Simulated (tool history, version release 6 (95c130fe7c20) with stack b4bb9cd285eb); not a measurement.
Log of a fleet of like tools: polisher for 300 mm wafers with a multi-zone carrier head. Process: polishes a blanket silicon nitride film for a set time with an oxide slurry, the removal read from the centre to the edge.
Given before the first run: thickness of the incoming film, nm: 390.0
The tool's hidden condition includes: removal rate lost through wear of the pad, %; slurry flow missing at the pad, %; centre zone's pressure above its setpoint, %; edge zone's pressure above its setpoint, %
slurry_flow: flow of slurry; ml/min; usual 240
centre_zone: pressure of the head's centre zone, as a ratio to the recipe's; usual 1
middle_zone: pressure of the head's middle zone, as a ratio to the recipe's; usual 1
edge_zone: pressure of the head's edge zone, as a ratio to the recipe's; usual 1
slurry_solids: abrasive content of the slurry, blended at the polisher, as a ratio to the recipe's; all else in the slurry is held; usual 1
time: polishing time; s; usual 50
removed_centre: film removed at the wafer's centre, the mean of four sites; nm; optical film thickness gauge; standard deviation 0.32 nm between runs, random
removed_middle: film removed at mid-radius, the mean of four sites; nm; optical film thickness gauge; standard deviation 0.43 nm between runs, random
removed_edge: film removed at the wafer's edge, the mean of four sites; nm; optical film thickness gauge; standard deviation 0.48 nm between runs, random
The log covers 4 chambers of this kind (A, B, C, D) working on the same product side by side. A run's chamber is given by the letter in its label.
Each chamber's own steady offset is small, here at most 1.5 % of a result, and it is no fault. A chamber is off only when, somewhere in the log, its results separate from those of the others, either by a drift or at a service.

run   hour  slurry_flow  centre_zone  middle_zone  edge_zone  slurry_solids  time  wafers polished on this pad  hours since the slurry nozzle was cleaned  hours since the centre zone pressure was calibrated  hours since the edge zone pressure was calibrated  removed_centre  removed_middle  removed_edge
 1C   12.5          240            1            1          1              1    50                         1157                                       82.6                                                  762                                              514.1          35.793          36.069        36.024
 2A   20.4          240            1            1          1              1    50                          321                                        205                                               1043.3                                             1137.1          36.368          35.781        35.553
 3B   26.8          240            1            1          1              1    50                          518                                      281.1                                                423.7                                              377.8          36.086          35.739         36.34
 4D   40.1          240            1            1          1              1    50                          671                                      175.1                                                402.1                                              366.9          35.765          36.692        35.325
      48.2  -- chamber C: worn pad replaced by a new one
 5B   49.1          240            1            1          1              1    50                          712                                      303.4                                                  446                                              400.1          35.971          35.233        36.561
 6D   59.2          240            1            1          1              1    50                          836                                      194.2                                                421.2                                                386          36.051           36.82        36.132
      60.2  -- chamber D: centre zone pressure recalibrated
 7A     68          240            1            1          1              1    50                          734                                      252.6                                               1090.9                                             1184.7          36.128          35.349        36.384
 8C   78.8          240            1            1          1              1    50                          265                                      148.9                                                828.3                                              580.4          35.374          36.118        35.471
 9C   88.8          240            1            1          1              1    50                          352                                      158.9                                                838.3                                              590.4          35.895          36.057        35.219
      96.8  -- chamber A: worn pad replaced by a new one
10A  101.1          240            1            1          1              1    50                           38                                      285.7                                                 1124                                             1217.8          35.663          35.568        34.986
     107.6  -- chamber D: slurry nozzle cleaned
11B  114.2          240            1            1          1              1    50                         1277                                      368.5                                                511.1                                              465.2          35.329           34.95        34.983
     114.6  -- chamber A: centre zone pressure recalibrated
12D  121.3          240            1            1          1              1    50                         1375                                       13.7                                                 61.2                                              448.1          35.927          35.895        34.907
     126.1  -- chamber D: worn pad replaced by a new one
13B  129.5          185            1         0.92          1              1    50                         1409                                      383.8                                                526.4                                              480.5          33.197          31.313        34.835
     139.8  -- chamber A: edge zone pressure recalibrated
14A  141.4          185            1         0.92          1              1    50                          387                                        326                                                 26.9                                                1.6          34.718          32.152        34.766
15D  155.5          185            1         0.92          1              1    50                          255                                       47.9                                                 95.4                                              482.3          35.225           33.49        35.409
     157.2  -- chamber C: slurry nozzle cleaned
16C  167.6          185            1         0.92          1              1    50                         1036                                       10.5                                                917.1                                              669.2          33.882          31.488        34.662
17D  181.7          240            1            1          1              1    50                          483                                       74.1                                                121.6                                              508.5          36.221          35.672        35.403
18C  192.8          240            1            1          1              1    50                         1254                                       35.7                                                942.3                                              694.4          34.852          35.337        36.098
19B  205.7          240            1         1.07          1              1    50                         2071                                        460                                                602.6                                              556.7          34.117          35.736        34.546
     210.6  -- chamber A: worn pad replaced by a new one
20A  213.6          240            1         1.07          1              1    50                           26                                      398.2                                                 99.1                                               73.8          36.208          38.177        35.172
     220.8  -- chamber C: worn pad replaced by a new one
21C  224.5          240            1         1.07          1              1    50                           32                                       67.4                                                  974                                              726.1          35.573          37.771        35.879
22D  235.9          240            1         1.07          1              1    50                          953                                      128.3                                                175.8                                              562.7           36.03          38.996        35.532
23A  245.7          240            1            1          1              1    50                          305                                      430.3                                                131.2                                              105.9          36.236          35.637         36.09
24B  258.9          240            1            1          1              1    50                         2532                                      513.2                                                655.8                                              609.9          33.292          33.158        33.858
25C  265.1          240            1            1          1              1    50                          384                                        108                                               1014.6                                              766.7          35.562          35.621        34.903
26D  278.6          240            1            1          1            0.9    50                         1323                                        171                                                218.5                                              605.4          34.569          34.306        33.966
27A  288.9          240            1            1          1            0.9    50                          679                                      473.5                                                174.4                                              149.1          34.345          33.737        33.394
     297.7  -- chamber A: worn pad replaced by a new one
28B  299.5          240            1            1          1            0.9    50                         2884                                      553.8                                                696.4                                              650.5          31.913           31.73        32.249
     304.9  -- chamber D: worn pad replaced by a new one
29B  306.2          240            1            1          1            0.9    50                         2943                                      560.5                                                703.1                                              657.2          31.092          31.605        31.037
     310.5  -- chamber B: centre zone pressure recalibrated
30D    320          240            1            1          1              1    50                          131                                      212.4                                                259.9                                              646.8          36.713          35.877         35.22
31A  329.3          240            1            1          1              1    50                          274                                      513.9                                                214.8                                              189.5          35.814          35.305        35.326
32C  341.6          240            1            1          1              1    50                         1048                                      184.5                                               1091.1                                              843.2          36.066          35.925        35.472
33B  350.4          240            1            1          1              1    50                         3326                                      604.7                                                   40                                              701.4          32.763          32.474         32.82

Next, all 4 chambers run the settings below, one line each with question marks for the results. What does each chamber give?
34A  360.5          240            1            1          1              1    50                                                                                                                                                                                               ?               ?             ?
34B  360.5          240            1            1          1              1    50                                                                                                                                                                                               ?               ?             ?
34C  360.5          240            1            1          1              1    50                                                                                                                                                                                               ?               ?             ?
34D  360.5          240            1            1          1              1    50                                                                                                                                                                                               ?               ?             ?

run  removed_centre  removed_middle  removed_edge
34A          36.427           35.54         35.94
34B          32.876          31.934        33.198
34C          35.722          35.768        35.501
34D          35.917          37.155        35.413
